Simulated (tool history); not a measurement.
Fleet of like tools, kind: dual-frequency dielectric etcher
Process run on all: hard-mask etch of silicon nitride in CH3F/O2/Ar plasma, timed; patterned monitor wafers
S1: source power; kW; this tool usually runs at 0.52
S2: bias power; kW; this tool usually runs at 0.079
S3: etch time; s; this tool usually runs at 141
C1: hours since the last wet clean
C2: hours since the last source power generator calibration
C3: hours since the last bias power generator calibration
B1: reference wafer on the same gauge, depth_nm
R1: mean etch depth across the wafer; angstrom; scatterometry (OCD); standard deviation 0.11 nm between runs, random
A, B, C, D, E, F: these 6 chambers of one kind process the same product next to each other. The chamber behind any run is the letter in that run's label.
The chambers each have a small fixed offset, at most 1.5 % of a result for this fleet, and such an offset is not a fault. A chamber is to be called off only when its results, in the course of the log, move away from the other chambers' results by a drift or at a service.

run 1C hour=8 | S1=0.52 S2=0.079 S3=141 | C1=320.2 C2=2799 C3=3528.8 | B1=123.99 | R1=1137.4
run 2A hour=13.2 | S1=0.52 S2=0.079 S3=141 | C1=19.2 C2=3991.3 C3=1413.3 | B1=124 | R1=1128.5
run 3B hour=18.7 | S1=0.52 S2=0.079 S3=141 | C1=38.8 C2=1632.5 C3=3981.4 | B1=124 | R1=1130
run 4D hour=26.2 | S1=0.52 S2=0.079 S3=141 | C1=313.9 C2=1653.1 C3=2418.7 | B1=124.06 | R1=1118.3
run 5E hour=31.3 | S1=0.52 S2=0.079 S3=177 | C1=361.9 C2=1916.1 C3=1348.8 | B1=124.06 | R1=1401.3
-- hour=38.4 chamber E: wet clean of the chamber
run 6F hour=39.9 | S1=0.52 S2=0.079 S3=177 | C1=316.8 C2=2167.6 C3=1133.2 | B1=124.06 | R1=1422.5
run 7F hour=48 | S1=0.52 S2=0.079 S3=177 | C1=324.9 C2=2175.7 C3=1141.3 | B1=124.08 | R1=1423
run 8B hour=55.2 | S1=0.52 S2=0.079 S3=177 | C1=75.3 C2=1669 C3=4017.9 | B1=124.12 | R1=1417.5
run 9C hour=62.9 | S1=0.52 S2=0.079 S3=177 | C1=375.1 C2=2853.9 C3=3583.7 | B1=124.1 | R1=1430.2
run 10D hour=73.1 | S1=0.52 S2=0.079 S3=177 | C1=360.8 C2=1700 C3=2465.6 | B1=124.12 | R1=1407.9
run 11E hour=79.4 | S1=0.58 S2=0.079 S3=141 | C1=41 C2=1964.2 C3=1396.9 | B1=124.15 | R1=1164.6
run 12A hour=84.8 | S1=0.58 S2=0.079 S3=141 | C1=90.8 C2=4062.9 C3=1484.9 | B1=124.15 | R1=1174.1
run 13D hour=93.7 | S1=0.58 S2=0.079 S3=141 | C1=381.4 C2=1720.6 C3=2486.2 | B1=124.15 | R1=1167.1
run 14B hour=100.8 | S1=0.58 S2=0.079 S3=141 | C1=120.9 C2=1714.6 C3=4063.5 | B1=124.13 | R1=1179
run 15C hour=107.2 | S1=0.58 S2=0.079 S3=141 | C1=419.4 C2=2898.2 C3=3628 | B1=124.17 | R1=1188.2
-- hour=113.1 chamber C: wet clean of the chamber
run 16A hour=114.8 | S1=0.58 S2=0.079 S3=141 | C1=120.8 C2=4092.9 C3=1514.9 | B1=124.19 | R1=1176.5
run 17E hour=124.4 | S1=0.52 S2=0.079 S3=141 | C1=86 C2=2009.2 C3=1441.9 | B1=124.22 | R1=1118.5
run 18F hour=133.6 | S1=0.52 S2=0.079 S3=141 | C1=410.5 C2=2261.3 C3=1226.9 | B1=124.22 | R1=1135.3
run 19F hour=140.8 | S1=0.52 S2=0.079 S3=141 | C1=417.7 C2=2268.5 C3=1234.1 | B1=124.23 | R1=1137.2
run 20E hour=151.7 | S1=0.52 S2=0.062 S3=141 | C1=113.3 C2=2036.5 C3=1469.2 | B1=124.24 | R1=1029.6
run 21C hour=159.7 | S1=0.52 S2=0.062 S3=141 | C1=46.6 C2=2950.7 C3=3680.5 | B1=124.26 | R1=1049.6
run 22A hour=166.7 | S1=0.52 S2=0.062 S3=141 | C1=172.7 C2=4144.8 C3=1566.8 | B1=124.28 | R1=1040.7
-- hour=167.2 chamber D: wet clean of the chamber
run 23B hour=178.3 | S1=0.52 S2=0.062 S3=141 | C1=198.4 C2=1792.1 C3=4141 | B1=124.31 | R1=1042.1
run 24D hour=186.7 | S1=0.52 S2=0.062 S3=141 | C1=19.6 C2=1813.6 C3=2579.2 | B1=124.32 | R1=1036.2
run 25D hour=193 | S1=0.52 S2=0.062 S3=141 | C1=25.9 C2=1819.9 C3=2585.5 | B1=124.29 | R1=1035.5
run 26A hour=200.9 | S1=0.52 S2=0.079 S3=141 | C1=206.9 C2=4179 C3=1601 | B1=124.3 | R1=1128.5
run 27E hour=208.5 | S1=0.52 S2=0.079 S3=141 | C1=170.1 C2=2093.3 C3=1526 | B1=124.36 | R1=1117.5
-- hour=216.2 chamber F: wet clean of the chamber
run 28F hour=219.5 | S1=0.52 S2=0.061 S3=114 | C1=3.3 C2=2347.2 C3=1312.8 | B1=124.33 | R1=842.13
run 29C hour=230.3 | S1=0.52 S2=0.061 S3=114 | C1=117.2 C2=3021.3 C3=3751.1 | B1=124.38 | R1=846.05
run 30B hour=238.8 | S1=0.52 S2=0.061 S3=114 | C1=258.9 C2=1852.6 C3=4201.5 | B1=124.38 | R1=837.39
run 31E hour=244.7 | S1=0.52 S2=0.061 S3=114 | C1=206.3 C2=2129.5 C3=1562.2 | B1=124.37 | R1=830.64
run 32C hour=256.5 | S1=0.52 S2=0.061 S3=114 | C1=143.4 C2=3047.5 C3=3777.3 | B1=124.38 | R1=844.3
run 33F hour=267.4 | S1=0.52 S2=0.061 S3=114 | C1=51.2 C2=2395.1 C3=1360.7 | B1=124.38 | R1=842.7
run 34B hour=274.3 | S1=0.52 S2=0.079 S3=141 | C1=294.4 C2=1888.1 C3=4237 | B1=124.45 | R1=1129.6
run 35A hour=283.4 | S1=0.52 S2=0.079 S3=141 | C1=289.4 C2=4261.5 C3=1683.5 | B1=124.47 | R1=1128.9
run 36D hour=292.4 | S1=0.52 S2=0.079 S3=141 | C1=125.3 C2=1919.3 C3=2684.9 | B1=124.47 | R1=1123.4
run 37E hour=298.3 | S1=0.52 S2=0.079 S3=141 | C1=259.9 C2=2183.1 C3=1615.8 | B1=124.47 | R1=1119.4
run 38B hour=304.1 | S1=0.52 S2=0.079 S3=141 | C1=324.2 C2=1917.9 C3=4266.8 | B1=124.45 | R1=1135.5
run 39D hour=310.2 | S1=0.52 S2=0.079 S3=141 | C1=143.1 C2=1937.1 C3=2702.7 | B1=124.49 | R1=1125.1
-- hour=317.6 chamber A: wet clean of the chamber
run 40A hour=320.3 | S1=0.52 S2=0.079 S3=141 | C1=2.7 C2=4298.4 C3=1720.4 | B1=124.47 | R1=1132

For the next run the whole fleet of 6 chambers uses the same settings. Give each chamber's results:
run 41A hour=328.8 | S1=0.52 S2=0.079 S3=141 | R1=?
run 41B hour=328.8 | S1=0.52 S2=0.079 S3=141 | R1=?
run 41C hour=328.8 | S1=0.52 S2=0.079 S3=141 | R1=?
run 41D hour=328.8 | S1=0.52 S2=0.079 S3=141 | R1=?
run 41E hour=328.8 | S1=0.52 S2=0.079 S3=141 | R1=?
run 41F hour=328.8 | S1=0.52 S2=0.079 S3=141 | R1=?

run=41A R1=1133.2
run=41B R1=1134.4
run=41C R1=1142.7
run=41D R1=1124.4
run=41E R1=1121.4
run=41F R1=1137.4

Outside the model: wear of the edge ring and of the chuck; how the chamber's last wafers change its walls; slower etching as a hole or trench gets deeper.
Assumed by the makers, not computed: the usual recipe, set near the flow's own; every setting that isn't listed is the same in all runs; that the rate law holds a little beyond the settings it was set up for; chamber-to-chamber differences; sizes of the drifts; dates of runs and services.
